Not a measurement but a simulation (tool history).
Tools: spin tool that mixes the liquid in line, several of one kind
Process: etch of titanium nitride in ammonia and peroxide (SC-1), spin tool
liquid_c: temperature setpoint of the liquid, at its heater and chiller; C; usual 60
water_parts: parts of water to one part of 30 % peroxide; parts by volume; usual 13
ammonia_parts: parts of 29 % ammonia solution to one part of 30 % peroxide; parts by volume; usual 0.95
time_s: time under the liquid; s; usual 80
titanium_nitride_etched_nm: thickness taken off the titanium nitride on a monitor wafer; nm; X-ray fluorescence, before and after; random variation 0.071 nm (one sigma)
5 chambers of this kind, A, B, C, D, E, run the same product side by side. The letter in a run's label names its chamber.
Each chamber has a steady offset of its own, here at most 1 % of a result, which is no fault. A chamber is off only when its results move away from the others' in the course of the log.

run,hour,liquid_c,water_parts,ammonia_parts,time_s,hours since the thermometer was replaced,hours since the ammonia flow meter was replaced,hours since the heated supply line was repaired,hours since the drum of ammonia solution was connected,"read-back film thickness of the titanium nitride reference wafer, read on the same gauge (nm)",titanium_nitride_etched_nm
1D,4,60,13,0.95,80,1739.5,829.8,2769.2,425.8,49.997,8.1955
2B,7.7,60,13,0.95,80,372,1106.6,281.5,280.2,49.964,8.1803
3C,11.5,60,13,0.95,80,105.8,435.7,835.2,278.8,50.053,8.2413
4E,18.1,60,13,0.95,80,1787.9,988.2,1879.1,221.3,50.02,8.3171
5A,22.4,60,13,0.95,80,673.8,26.7,907.7,107,50.023,8.1628
6E,27.5,60,13,0.95,80,1797.3,997.6,1888.5,230.7,49.987,8.2699
7A,34.6,60,13,0.95,80,686,38.9,919.9,119.2,49.996,8.1805
8C,40.2,60,13,0.95,80,134.5,464.4,863.9,307.5,49.981,8.167
9D,43.4,60,13,0.95,80,1778.9,869.2,2808.6,465.2,49.995,8.2641
10B,46.6,60,18.5,0.55,80,410.9,1145.5,320.4,319.1,50.006,6.1064
11B,52.2,60,18.5,0.55,80,416.5,1151.1,326,324.7,49.98,6.1231
12E,56.8,60,18.5,0.55,80,1826.6,1026.9,1917.8,260,49.982,6.2023
13A,63,60,18.5,0.55,80,714.4,67.3,948.3,147.6,50.029,6.2439
14C,66.7,60,18.5,0.55,80,161,490.9,890.4,334,50,6.1943
15D,71.4,60,13,0.95,80,1806.9,897.2,2836.6,493.2,49.996,8.3312
16E,74.9,60,13,0.95,80,1844.7,1045,1935.9,278.1,50.001,8.1678
17B,81.6,60,13,0.95,80,445.9,1180.5,355.4,354.1,49.988,8.2403
18D,85.3,60,13,0.95,80,1820.8,911.1,2850.5,507.1,49.987,8.2569
19A,88.6,54,13,0.95,80,740,92.9,973.9,173.2,50.003,5.425
20C,95.3,54,13,0.95,80,189.6,519.5,919,362.6,49.977,5.584
21B,102.5,54,13,0.95,80,466.8,1201.4,376.3,375,50.017,5.399
22A,108.5,54,13,0.95,80,759.9,112.8,993.8,193.1,50.021,5.4419
23E,114.1,54,13,0.95,80,1883.9,1084.2,1975.1,317.3,50.022,5.2642
24D,117.8,60,13,0.95,80,1853.3,943.6,2883,539.6,49.974,8.157
25C,123.6,60,13,0.95,80,217.9,547.8,947.3,390.9,50.036,8.2758
26B,129.9,65,13,0.95,80,494.2,1228.8,403.7,402.4,50.007,11.302
27E,133.9,65,13,0.95,80,1903.7,1104,1994.9,337.1,50.013,10.899
28A,139.7,65,13,0.95,80,791.1,144,1025,224.3,49.975,11.242
29C,143.3,65,13,0.95,80,237.6,567.5,967,410.6,49.984,11.325
30D,146.5,65,13,0.95,80,1882,972.3,2911.7,568.3,49.989,11.353
31C,150.9,60,13,0.95,80,245.2,575.1,974.6,418.2,49.999,8.209
32A,158.1,60,13,0.95,80,809.5,162.4,1043.4,242.7,49.99,8.1639
33B,161.2,60,13,0.95,80,525.5,1260.1,435,433.7,50.007,8.2125
34D,165.4,60,13,0.95,80,1900.9,991.2,2930.6,587.2,49.997,8.3584
35E,169.3,60,13,0.95,80,1939.1,1139.4,2030.3,372.5,49.977,7.6199
36D,174.8,60,13,0.95,80,1910.3,1000.6,2940,596.6,49.991,8.2666
37A,181.8,60,13,0.95,80,833.2,186.1,1067.1,266.4,49.992,8.337
# hour 183.8: chamber E: ammonia flow meter replaced
38E,187.6,60,7.5,0.95,110,1957.4,3.9,2048.6,390.8,49.98,13.761
39B,193.8,60,7.5,0.95,110,558.1,1292.7,467.6,466.3,50.016,14.548

What goes on in this fleet: one chamber off, a drifting gauge, or nothing beyond the chambers' own small offsets? Name the chamber and the cause, if any.

Chamber E drifts away from the others.
Cause: liquid colder than its thermometer reads (K) = 1.37.
The log may not tell that from: temperature lost on the way to the wafer (K).

Here are 4 candidates for chamber E's next run, each the usual settings with a change, their results left as question marks. Which one brings its results back in line with what the others give on the usual settings?
In line means no further than this from the other chambers' mean on the usual settings: titanium_nitride_etched_nm 0.25 nm
40E-1,199,61.5,13,0.95,80,,,,,,?
40E-2,199,61.5,12.5,0.95,85,,,,,,?
40E-3,199,59.5,13,0.95,75,,,,,,?
40E-4,199,58.5,13.5,0.95,75,,,,,,?

The other chambers' mean on the usual settings: titanium_nitride_etched_nm 8.2115 nm
run,titanium_nitride_etched_nm
40E-1,8.2906
40E-2,8.9894
40E-3,6.8037
40E-4,6.2379
40E-1 brings the chamber back in line.
